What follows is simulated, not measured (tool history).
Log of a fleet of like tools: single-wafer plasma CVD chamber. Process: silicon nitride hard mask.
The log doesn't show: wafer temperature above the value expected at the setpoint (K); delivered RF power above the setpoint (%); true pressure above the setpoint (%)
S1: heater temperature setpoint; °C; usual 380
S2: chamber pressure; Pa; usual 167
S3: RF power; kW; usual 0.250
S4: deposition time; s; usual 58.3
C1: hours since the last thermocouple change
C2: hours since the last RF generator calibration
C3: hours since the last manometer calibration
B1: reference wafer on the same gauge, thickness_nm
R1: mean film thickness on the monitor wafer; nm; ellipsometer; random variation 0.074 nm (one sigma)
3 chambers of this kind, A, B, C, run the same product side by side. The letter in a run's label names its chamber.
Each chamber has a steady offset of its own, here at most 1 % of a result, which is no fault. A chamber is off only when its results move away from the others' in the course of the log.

run 1C hour=7.0 | S1=380 S2=167 S3=0.250 S4=58.3 | C1=25.8 C2=210.8 C3=1035.5 | B1=52.936 | R1=55.442
run 2B hour=14.1 | S1=380 S2=167 S3=0.250 S4=58.3 | C1=1447.2 C2=322.3 C3=2254.9 | B1=52.910 | R1=55.732
run 3A hour=19.3 | S1=380 S2=167 S3=0.250 S4=58.3 | C1=1091.3 C2=1571.3 C3=1412.9 | B1=52.906 | R1=55.420
run 4B hour=29.7 | S1=380 S2=167 S3=0.250 S4=58.3 | C1=1462.8 C2=337.9 C3=2270.5 | B1=52.927 | R1=55.882
run 5A hour=34.6 | S1=380 S2=167 S3=0.250 S4=58.3 | C1=1106.6 C2=1586.6 C3=1428.2 | B1=52.945 | R1=55.616
run 6C hour=39.7 | S1=380 S2=167 S3=0.250 S4=58.3 | C1=58.5 C2=243.5 C3=1068.2 | B1=52.938 | R1=55.574
run 7B hour=47.0 | S1=380 S2=167 S3=0.285 S4=58.3 | C1=1480.1 C2=355.2 C3=2287.8 | B1=52.946 | R1=61.099
run 8C hour=56.4 | S1=380 S2=167 S3=0.285 S4=58.3 | C1=75.2 C2=260.2 C3=1084.9 | B1=52.949 | R1=60.783
run 9A hour=64.2 | S1=380 S2=167 S3=0.285 S4=58.3 | C1=1136.2 C2=1616.2 C3=1457.8 | B1=52.957 | R1=60.772
run 10C hour=73.6 | S1=380 S2=167 S3=0.250 S4=58.3 | C1=92.4 C2=277.4 C3=1102.1 | B1=52.966 | R1=55.658
run 11A hour=83.2 | S1=380 S2=167 S3=0.250 S4=58.3 | C1=1155.2 C2=1635.2 C3=1476.8 | B1=52.983 | R1=55.431
run 12B hour=89.4 | S1=380 S2=167 S3=0.250 S4=58.3 | C1=1522.5 C2=397.6 C3=2330.2 | B1=52.996 | R1=55.734
run 13A hour=97.5 | S1=380 S2=167 S3=0.250 S4=58.3 | C1=1169.5 C2=1649.5 C3=1491.1 | B1=53.003 | R1=55.547
run 14B hour=104.5 | S1=380 S2=167 S3=0.250 S4=58.3 | C1=1537.6 C2=412.7 C3=2345.3 | B1=53.002 | R1=55.814
run 15C hour=111.8 | S1=380 S2=167 S3=0.250 S4=58.3 | C1=130.6 C2=315.6 C3=1140.3 | B1=53.037 | R1=55.660
run 16A hour=122.6 | S1=380 S2=167 S3=0.250 S4=58.3 | C1=1194.6 C2=1674.6 C3=1516.2 | B1=53.016 | R1=55.577
run 17C hour=127.8 | S1=380 S2=167 S3=0.250 S4=58.3 | C1=146.6 C2=331.6 C3=1156.3 | B1=53.012 | R1=55.507
run 18B hour=133.7 | S1=380 S2=167 S3=0.250 S4=62.3 | C1=1566.8 C2=441.9 C3=2374.5 | B1=53.021 | R1=59.731
run 19B hour=139.1 | S1=380 S2=167 S3=0.250 S4=62.3 | C1=1572.2 C2=447.3 C3=2379.9 | B1=53.030 | R1=59.630
run 20C hour=144.9 | S1=380 S2=167 S3=0.250 S4=62.3 | C1=163.7 C2=348.7 C3=1173.4 | B1=53.043 | R1=59.458
run 21A hour=150.1 | S1=380 S2=167 S3=0.250 S4=58.3 | C1=1222.1 C2=1702.1 C3=1543.7 | B1=53.030 | R1=55.501
run 22C hour=157.3 | S1=380 S2=167 S3=0.250 S4=58.3 | C1=176.1 C2=361.1 C3=1185.8 | B1=53.030 | R1=55.680
run 23A hour=163.3 | S1=380 S2=167 S3=0.250 S4=58.3 | C1=1235.3 C2=1715.3 C3=1556.9 | B1=53.074 | R1=55.595
run 24B hour=169.3 | S1=380 S2=167 S3=0.250 S4=58.3 | C1=1602.4 C2=477.5 C3=2410.1 | B1=53.056 | R1=55.901
run 25C hour=176.2 | S1=380 S2=167 S3=0.250 S4=58.3 | C1=195.0 C2=380.0 C3=1204.7 | B1=53.074 | R1=55.682
run 26A hour=185.4 | S1=380 S2=167 S3=0.250 S4=58.3 | C1=1257.4 C2=1737.4 C3=1579.0 | B1=53.089 | R1=55.533
run 27B hour=193.4 | S1=380 S2=167 S3=0.250 S4=58.3 | C1=1626.5 C2=501.6 C3=2434.2 | B1=53.089 | R1=55.930
run 28A hour=201.5 | S1=380 S2=167 S3=0.250 S4=58.3 | C1=1273.5 C2=1753.5 C3=1595.1 | B1=53.087 | R1=55.593
run 29C hour=210.9 | S1=380 S2=167 S3=0.250 S4=58.3 | C1=229.7 C2=414.7 C3=1239.4 | B1=53.089 | R1=55.787
run 30B hour=221.2 | S1=380 S2=167 S3=0.250 S4=58.3 | C1=1654.3 C2=529.4 C3=2462.0 | B1=53.114 | R1=55.955
-- hour=227.5 chamber A: RF generator calibrated
run 31A hour=230.3 | S1=380 S2=167 S3=0.250 S4=58.3 | C1=1302.3 C2=2.9 C3=1623.9 | B1=53.110 | R1=55.651
run 32B hour=239.9 | S1=380 S2=167 S3=0.250 S4=58.3 | C1=1673.0 C2=548.1 C3=2480.7 | B1=53.136 | R1=56.000
run 33C hour=245.1 | S1=380 S2=167 S3=0.250 S4=58.3 | C1=263.9 C2=448.9 C3=1273.6 | B1=53.131 | R1=55.787
run 34B hour=251.9 | S1=380 S2=167 S3=0.250 S4=58.3 | C1=1685.0 C2=560.1 C3=2492.7 | B1=53.156 | R1=56.174
run 35C hour=257.1 | S1=380 S2=167 S3=0.250 S4=58.3 | C1=275.9 C2=460.9 C3=1285.6 | B1=53.143 | R1=55.662
run 36A hour=266.4 | S1=380 S2=167 S3=0.250 S4=58.3 | C1=1338.4 C2=39.0 C3=1660.0 | B1=53.157 | R1=55.641
run 37C hour=276.8 | S1=380 S2=167 S3=0.250 S4=58.3 | C1=295.6 C2=480.6 C3=1305.3 | B1=53.181 | R1=55.787
run 38B hour=287.3 | S1=380 S2=151 S3=0.250 S4=51.0 | C1=1720.4 C2=595.5 C3=2528.1 | B1=53.191 | R1=47.430
run 39A hour=297.8 | S1=380 S2=151 S3=0.250 S4=51.0 | C1=1369.8 C2=70.4 C3=1691.4 | B1=53.170 | R1=47.331

What goes on in this fleet: one chamber off, a drifting gauge, or nothing beyond the chambers' own small offsets? Name the chamber and the cause, if any.

The gauge drifts, so all chambers seem to drift together. No chamber is off.
Cause: gauge reads high (%) = 0.552.

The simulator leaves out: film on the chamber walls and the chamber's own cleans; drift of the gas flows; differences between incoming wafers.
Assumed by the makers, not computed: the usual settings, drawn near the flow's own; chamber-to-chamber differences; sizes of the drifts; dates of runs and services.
